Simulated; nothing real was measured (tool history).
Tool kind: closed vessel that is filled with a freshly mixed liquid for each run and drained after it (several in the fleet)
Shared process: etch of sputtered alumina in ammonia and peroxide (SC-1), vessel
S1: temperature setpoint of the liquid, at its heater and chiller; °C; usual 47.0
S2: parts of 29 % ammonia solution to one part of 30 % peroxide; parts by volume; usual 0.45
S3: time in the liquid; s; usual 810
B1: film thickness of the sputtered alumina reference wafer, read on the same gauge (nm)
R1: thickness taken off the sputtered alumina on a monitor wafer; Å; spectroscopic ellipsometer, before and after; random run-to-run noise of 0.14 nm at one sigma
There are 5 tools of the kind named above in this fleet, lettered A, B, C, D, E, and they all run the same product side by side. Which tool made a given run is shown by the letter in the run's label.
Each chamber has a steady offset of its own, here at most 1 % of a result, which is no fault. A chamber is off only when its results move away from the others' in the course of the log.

run   hour    S1    S2    S3      B1      R1
 1A   12.7  47.0  0.45   810  89.986  206.37
 2B   24.5  47.0  0.45   810  89.994  204.88
 3E   35.9  47.0  0.45   810  90.001  199.82
      46.8  -- chamber E: ammonia flow meter replaced
 4C   50.4  47.0  0.45   810  90.006  204.57
 5D   60.8  47.0  0.45   810  90.022  199.36
 6A   74.8  47.0  0.45   810  90.002  202.79
      77.8  -- chamber B: new drum of ammonia solution connected
 7B   89.5  47.0  0.45   810  89.989  204.27
 8E   96.4  47.0  0.45   810  90.012  201.54
 9C  110.7  53.0  0.45  1025  90.019  356.47
10D  118.3  53.0  0.45  1025  89.991  351.92
11E  133.0  53.0  0.45  1025  89.979  355.21
12C  140.4  53.0  0.45  1025  89.978  359.13
     142.9  -- chamber E: new drum of ammonia solution connected
     148.0  -- chamber D: new drum of ammonia solution connected
13B  152.2  53.0  0.45  1025  90.011  358.93
14A  160.6  47.0  0.45   810  89.979  205.54
15D  168.3  47.0  0.45   810  90.003  200.47
16B  182.0  47.0  0.60  1070  90.006  277.40
17D  194.1  47.0  0.60  1070  90.003  275.57
     197.0  -- chamber C: new drum of ammonia solution connected
18C  208.7  47.0  0.60  1070  90.006  277.16
19A  219.1  47.0  0.60  1070  90.000  277.03
20E  227.6  47.0  0.60  1070  89.996  274.33
21B  237.8  47.0  0.45   810  90.010  204.53
     243.8  -- chamber B: ammonia flow meter replaced
22E  246.0  47.0  0.45   810  90.015  203.17
23D  253.4  47.0  0.45   810  90.002  201.13
24A  265.5  47.0  0.45   810  90.008  206.01
25C  276.6  47.0  0.40   810  89.971  210.00
26E  290.9  47.0  0.40   810  90.006  199.43
27A  300.8  47.0  0.40   810  90.018  203.68
28B  313.3  47.0  0.40   810  89.969  200.76
29D  325.1  47.0  0.40   810  89.990  199.41
30C  334.3  47.0  0.45   810  89.986  214.79
31E  345.1  47.0  0.55   810  89.996  204.10
     352.0  -- chamber C: ammonia flow meter replaced
32B  352.0  47.0  0.55   810  89.995  210.11
33D  361.3  47.0  0.55   810  89.995  206.54
34A  375.9  47.0  0.55   810  89.993  209.76
35C  384.3  47.0  0.55   810  89.994  220.44
36C  398.5  47.0  0.45   810  90.000  215.75
     403.2  -- chamber D: ammonia flow meter replaced
37D  405.3  47.0  0.45   810  89.991  198.59
38B  416.7  47.0  0.45   810  90.000  203.80
39A  424.1  47.0  0.45   810  90.005  204.16

One chamber off, gauge drift, or nothing amiss beyond the chambers' own small offsets? If it is a chamber, which one, and what is the likeliest cause?

Chamber C drifts away from the others.
What lies behind it: liquid hotter than its thermometer reads (K) = 1.57.

Chamber C could run next with any of the 4 candidate recipes listed below; each alters the usual settings, and their results appear as question marks. Which one brings its results back in line with what the other chambers deliver on the usual settings?
In-line tolerance around the mean of the other chambers on the usual settings: R1 4.80 Å
40C-1  434.7  46.5  0.45  770       ?
40C-2  434.7  46.5  0.45  795       ?
40C-3  434.7  48.5  0.45  810       ?
40C-4  434.7  47.5  0.45  825       ?

The mean the other chambers reach with the usual settings: R1 202.63 Å
  run      R1
40C-1  203.67
40C-2  210.28
40C-3  239.74
40C-4  230.82
With 40C-1, the chamber falls back in line with the rest.
